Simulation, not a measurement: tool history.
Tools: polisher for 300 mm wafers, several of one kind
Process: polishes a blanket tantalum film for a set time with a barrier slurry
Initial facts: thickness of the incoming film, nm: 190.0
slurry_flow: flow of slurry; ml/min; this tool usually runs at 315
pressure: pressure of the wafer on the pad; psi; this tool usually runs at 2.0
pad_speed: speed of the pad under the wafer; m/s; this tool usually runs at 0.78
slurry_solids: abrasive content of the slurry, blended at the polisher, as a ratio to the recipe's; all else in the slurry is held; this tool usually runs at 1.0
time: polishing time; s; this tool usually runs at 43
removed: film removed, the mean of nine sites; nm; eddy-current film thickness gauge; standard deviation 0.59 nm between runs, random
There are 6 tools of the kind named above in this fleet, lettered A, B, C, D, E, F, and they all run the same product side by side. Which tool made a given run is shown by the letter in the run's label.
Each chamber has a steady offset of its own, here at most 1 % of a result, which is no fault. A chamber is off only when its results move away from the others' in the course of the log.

run,hour,slurry_flow,pressure,pad_speed,slurry_solids,time,removed
# hour 0.2: chamber C: slurry nozzle cleaned
# hour 3.2: chamber B: slurry blender recalibrated
1F,6.3,315,2.0,0.78,1.0,43,49.066
# hour 6.7: chamber E: worn pad replaced by a new one
# hour 13.0: chamber B: slurry nozzle cleaned
2B,16.5,315,2.0,0.78,1.0,43,48.446
3C,25.7,315,2.0,0.78,1.0,43,49.160
# hour 31.2: chamber F: worn pad replaced by a new one
4E,36.8,315,2.0,0.78,1.0,43,48.524
5A,44.7,315,2.0,0.78,1.0,43,49.157
# hour 51.2: chamber A: slurry blender recalibrated
6D,53.2,315,2.0,0.78,1.0,43,47.906
# hour 54.2: chamber B: worn pad replaced by a new one
# hour 54.6: chamber E: slurry nozzle cleaned
# hour 54.9: chamber A: worn pad replaced by a new one
# hour 62.3: chamber D: worn pad replaced by a new one
7A,64.2,315,2.0,0.78,1.0,43,48.896
# hour 69.8: chamber E: worn pad replaced by a new one
# hour 73.1: chamber C: worn pad replaced by a new one
8F,73.4,315,2.0,0.78,1.0,43,48.201
9D,81.8,315,2.0,0.78,1.0,43,48.301
10E,87.8,315,2.0,0.78,1.0,43,49.040
11C,97.1,315,2.4,0.60,1.0,43,43.920
# hour 99.5: chamber D: head pressure recalibrated
12B,105.8,315,2.4,0.60,1.0,43,45.552
# hour 106.0: chamber B: head pressure recalibrated
# hour 111.2: chamber A: worn pad replaced by a new one
# hour 111.2: chamber F: worn pad replaced by a new one
13D,112.0,315,2.4,0.60,1.0,43,44.665
14A,117.4,315,2.4,0.60,1.0,43,44.499
15C,124.9,315,2.4,0.60,1.0,43,44.224
16B,134.8,315,2.4,0.60,1.0,43,45.846
# hour 137.3: chamber E: worn pad replaced by a new one
17E,142.5,315,2.0,0.52,1.0,43,32.083
# hour 151.6: chamber D: worn pad replaced by a new one
18F,154.3,315,2.0,0.52,1.0,43,32.460
19F,161.6,315,2.0,0.52,1.0,43,32.088
# hour 164.5: chamber D: slurry blender recalibrated
# hour 166.1: chamber C: worn pad replaced by a new one
20A,166.9,315,2.0,0.52,1.0,43,32.064
# hour 167.0: chamber B: worn pad replaced by a new one
21C,176.0,315,2.0,0.52,1.0,43,32.629
# hour 181.4: chamber A: worn pad replaced by a new one
22B,181.5,315,2.0,0.52,1.0,43,32.258
23D,192.1,315,2.0,0.78,1.2,37,43.649
# hour 196.8: chamber E: slurry blender recalibrated
# hour 201.4: chamber F: worn pad replaced by a new one
24E,202.7,315,2.0,0.78,1.2,37,44.700
25F,208.2,315,2.0,0.78,1.2,37,43.435
# hour 208.4: chamber E: worn pad replaced by a new one
26C,216.7,315,2.0,0.78,1.2,37,44.227
27B,222.8,315,2.0,0.78,1.2,37,43.403
28D,231.7,315,2.0,0.78,1.2,37,43.614
# hour 240.2: chamber A: worn pad replaced by a new one
# hour 241.7: chamber D: worn pad replaced by a new one
29A,242.0,315,2.0,0.78,1.0,43,49.366
# hour 246.0: chamber A: head pressure recalibrated
30E,253.6,315,2.0,0.78,1.0,43,48.632
31F,261.8,315,2.0,0.78,1.0,43,48.602
# hour 262.3: chamber E: head pressure recalibrated
# hour 269.6: chamber E: worn pad replaced by a new one
32A,270.8,315,2.0,0.78,1.0,43,49.085
33B,280.4,315,2.0,0.78,1.0,43,48.645
34D,287.3,315,2.0,0.78,1.0,43,48.639
# hour 290.5: chamber C: worn pad replaced by a new one
35E,297.1,315,2.0,0.78,1.0,43,48.699
36C,307.6,315,2.0,0.78,1.0,43,48.813
37C,318.1,315,2.0,0.78,1.0,43,47.728

All chambers now run identical settings, listed one chamber a line with results as question marks. What results will each chamber show?
38A,326.6,315,2.0,0.78,1.0,43,?
38B,326.6,315,2.0,0.78,1.0,43,?
38C,326.6,315,2.0,0.78,1.0,43,?
38D,326.6,315,2.0,0.78,1.0,43,?
38E,326.6,315,2.0,0.78,1.0,43,?
38F,326.6,315,2.0,0.78,1.0,43,?

run,removed
38A,48.884
38B,48.980
38C,48.828
38D,47.957
38E,48.783
38F,48.447

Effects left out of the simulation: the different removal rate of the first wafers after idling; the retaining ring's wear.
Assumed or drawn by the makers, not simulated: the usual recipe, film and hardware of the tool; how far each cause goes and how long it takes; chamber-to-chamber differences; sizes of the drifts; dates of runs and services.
